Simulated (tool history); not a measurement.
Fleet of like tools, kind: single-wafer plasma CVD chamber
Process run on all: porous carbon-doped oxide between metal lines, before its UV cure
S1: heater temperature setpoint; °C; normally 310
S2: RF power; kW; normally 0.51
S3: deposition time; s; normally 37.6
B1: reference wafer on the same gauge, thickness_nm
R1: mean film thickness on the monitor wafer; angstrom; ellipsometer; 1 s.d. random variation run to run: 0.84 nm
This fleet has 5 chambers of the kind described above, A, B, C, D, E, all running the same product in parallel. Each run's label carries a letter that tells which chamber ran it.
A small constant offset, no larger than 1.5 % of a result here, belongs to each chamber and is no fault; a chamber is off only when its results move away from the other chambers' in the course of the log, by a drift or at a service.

run   hour   S1    S2    S3      B1      R1
 1A      5  310  0.51  37.6  230.79  1945.1
 2C   10.3  310  0.51  37.6  230.83  1950.9
 3D   14.4  310  0.51  37.6  231.04  1957.6
 4B     18  310  0.51  37.6   231.1  1940.9
 5E   23.2  310  0.51  37.6   230.6  1937.2
 6A   26.9  310  0.51  37.6  231.29  1952.2
 7D   30.1  310  0.51  37.6  230.92  1969.8
 8E   33.2  310  0.51  37.6  231.06    1952
 9B   37.8  310  0.51  37.6  230.92    1932
10C   42.3  310  0.51  37.6  231.14  1929.2
11E   46.3  310  0.51  37.6  230.91  1950.4
12B   50.4  310  0.51  37.6  230.91  1952.8
13D   55.3  310  0.51  37.6  230.71  1955.6
14A   60.3  310  0.51  37.6  231.16  1956.5
15C   63.5  310  0.51  37.6  231.01  1919.6
16C   66.9  310  0.51  37.6  230.89    1932
17B   69.8  310  0.51  37.6  231.34  1949.6
18D   73.1  310  0.51  37.6  231.25  1967.9
19E   77.9  319  0.51  37.6  230.82  1846.1
20A   82.3  319  0.51  37.6  230.87  1843.4
21C   85.1  319  0.51  37.6  230.95  1829.9
22D   88.6  319  0.51  37.6  230.92  1870.5
23B   92.8  319  0.51  37.6  231.01  1858.5
24E   97.7  310  0.51  37.6  231.03  1934.1
25A  102.5  310  0.51  37.6  231.16  1931.2
26D  107.3  310  0.51  37.6  231.25  1948.2
27E  111.2  310  0.51  37.6  230.96  1936.2
28A  114.8  310  0.58    40  231.02  2246.9
29C  118.3  310  0.58    40  230.81  2201.3
30B  121.9  310  0.58    40  230.89  2268.7
31A  125.5  310  0.58    40  231.05  2255.2
32D  130.8  310  0.58    40  231.07  2261.8
33E  134.8  310  0.51  37.6  230.96  1955.1
34C  139.1  310  0.51  37.6  230.91  1875.7
35B  142.1  296  0.51  37.6  230.73  2096.2
36B  146.3  296  0.51  37.6  230.76  2102.3
37C  150.5  296  0.51  37.6  231.05    2037
38D  152.9  296  0.51  37.6  230.96  2116.1
39A  156.4  296  0.51  37.6  230.96    2100

Next, every chamber runs the same settings. What will each give?
40A  160.3  310  0.51  33.5       ?
40B  160.3  310  0.51  33.5       ?
40C  160.3  310  0.51  33.5       ?
40D  160.3  310  0.51  33.5       ?
40E  160.3  310  0.51  33.5       ?

run      R1
40A  1723.7
40B  1735.6
40C  1678.9
40D  1756.4
40E  1737.7
